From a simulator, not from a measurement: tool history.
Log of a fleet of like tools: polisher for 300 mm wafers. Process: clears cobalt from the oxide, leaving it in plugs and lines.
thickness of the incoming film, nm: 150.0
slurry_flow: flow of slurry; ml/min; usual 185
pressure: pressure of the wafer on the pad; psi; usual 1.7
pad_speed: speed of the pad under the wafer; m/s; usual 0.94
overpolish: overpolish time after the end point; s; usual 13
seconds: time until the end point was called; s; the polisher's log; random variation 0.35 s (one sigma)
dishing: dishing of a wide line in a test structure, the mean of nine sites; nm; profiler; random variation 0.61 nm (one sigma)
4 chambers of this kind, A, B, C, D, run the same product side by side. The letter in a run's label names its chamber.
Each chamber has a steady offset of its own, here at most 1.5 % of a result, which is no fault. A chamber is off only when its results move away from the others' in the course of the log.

run   hour  slurry_flow  pressure  pad_speed  overpolish  wafers polished on this pad  hours since the slurry nozzle was cleaned  hours since the head pressure was calibrated  seconds  dishing
 1D    4.3          185       1.7       0.94          13                         1201                                       37.7                                         190.5   33.248   40.538
       7.3  -- chamber D: worn pad replaced by a new one
 2C    9.8          185       1.7       0.94          13                          906                                      328.5                                         729.4   32.442   38.252
 3A   15.9          185       1.7       0.94          13                          308                                      338.4                                         108.5   32.597   39.380
 4B   23.9          185       1.7       0.94          13                         1277                                      132.1                                         175.6   33.605   39.050
 5B   30.0          185       1.7       0.94          13                         1321                                      138.2                                         181.7   33.357   39.411
 6D   34.3          185       1.7       0.94          13                          195                                       67.7                                         220.5   32.842   39.290
 7A   42.8          185       2.0       0.94          13                          502                                      365.3                                         135.4   27.796   44.358
 8C   50.6          185       2.0       0.94          13                         1201                                      369.3                                         770.2   28.484   43.201
      54.9  -- chamber A: worn pad replaced by a new one
 9A   56.0          185       2.0       0.94          13                            7                                      378.5                                         148.6   28.072   42.754
10D   60.5          185       2.0       0.94          13                          384                                       93.9                                         246.7   28.427   44.184
      63.5  -- chamber B: worn pad replaced by a new one
11C   68.4          185       1.7       0.94          13                         1329                                      387.1                                         788.0   33.204   39.891
12B   77.1          185       1.7       0.94          13                           98                                      185.3                                         228.8   32.982   39.337
13D   84.2          185       1.7       0.94          13                          555                                      117.6                                         270.4   33.908   39.025
      88.3  -- chamber C: worn pad replaced by a new one
14B   90.0          130       1.7       0.94          10                          191                                      198.2                                         241.7   34.735   31.334
15C   95.5          130       1.7       0.94          10                           52                                      414.2                                         815.1   34.472   31.302
16A  103.9          130       1.7       0.94          10                          353                                      426.4                                         196.5   34.989   32.026
17D  110.8          130       1.7       0.94          10                          747                                      144.2                                         297.0   36.643   30.751
18C  116.4          185       1.7       0.94          13                          202                                      435.1                                         836.0   33.350   39.535
19B  122.9          185       1.7       0.94          13                          428                                      231.1                                         274.6   32.814   39.089
20A  127.3          185       1.7       0.94          13                          522                                      449.8                                         219.9   33.049   39.683
21A  131.9          185       1.7       0.94          13                          555                                      454.4                                         224.5   32.355   38.404
     135.9  -- chamber A: worn pad replaced by a new one
22C  136.7          185       1.7       0.94          13                          349                                      455.4                                         856.3   33.201   38.370
23B  143.2          185       1.7       0.94          13                          575                                      251.4                                         294.9   33.070   38.485
24D  148.5          185       1.7       0.94          13                         1018                                      181.9                                         334.7   36.206   38.360
25B  152.9          185       1.7       0.94          13                          644                                      261.1                                         304.6   33.017   39.579
26D  162.3          185       1.3       0.94          16                         1118                                      195.7                                         348.5   47.055   36.549
     169.8  -- chamber C: head pressure recalibrated
27C  171.8          185       1.3       0.94          16                          602                                      490.5                                           2.0   43.494   37.418
     176.2  -- chamber A: slurry nozzle cleaned
28A  180.8          185       1.3       0.94          16                          324                                        4.7                                         273.4   42.508   37.960
29C  189.4          185       1.3       0.94          16                          729                                      508.1                                          19.6   44.216   37.854

All 4 chambers run these settings next. Forecast each chamber's results:
30A  196.4          185       1.7       1.12          13                                                                                                                              ?        ?
30B  196.4          185       1.7       1.12          13                                                                                                                              ?        ?
30C  196.4          185       1.7       1.12          13                                                                                                                              ?        ?
30D  196.4          185       1.7       1.12          13                                                                                                                              ?        ?

run  seconds  dishing
30A   27.388   43.508
30B   27.901   44.201
30C   27.834   43.215
30D   31.465   41.034
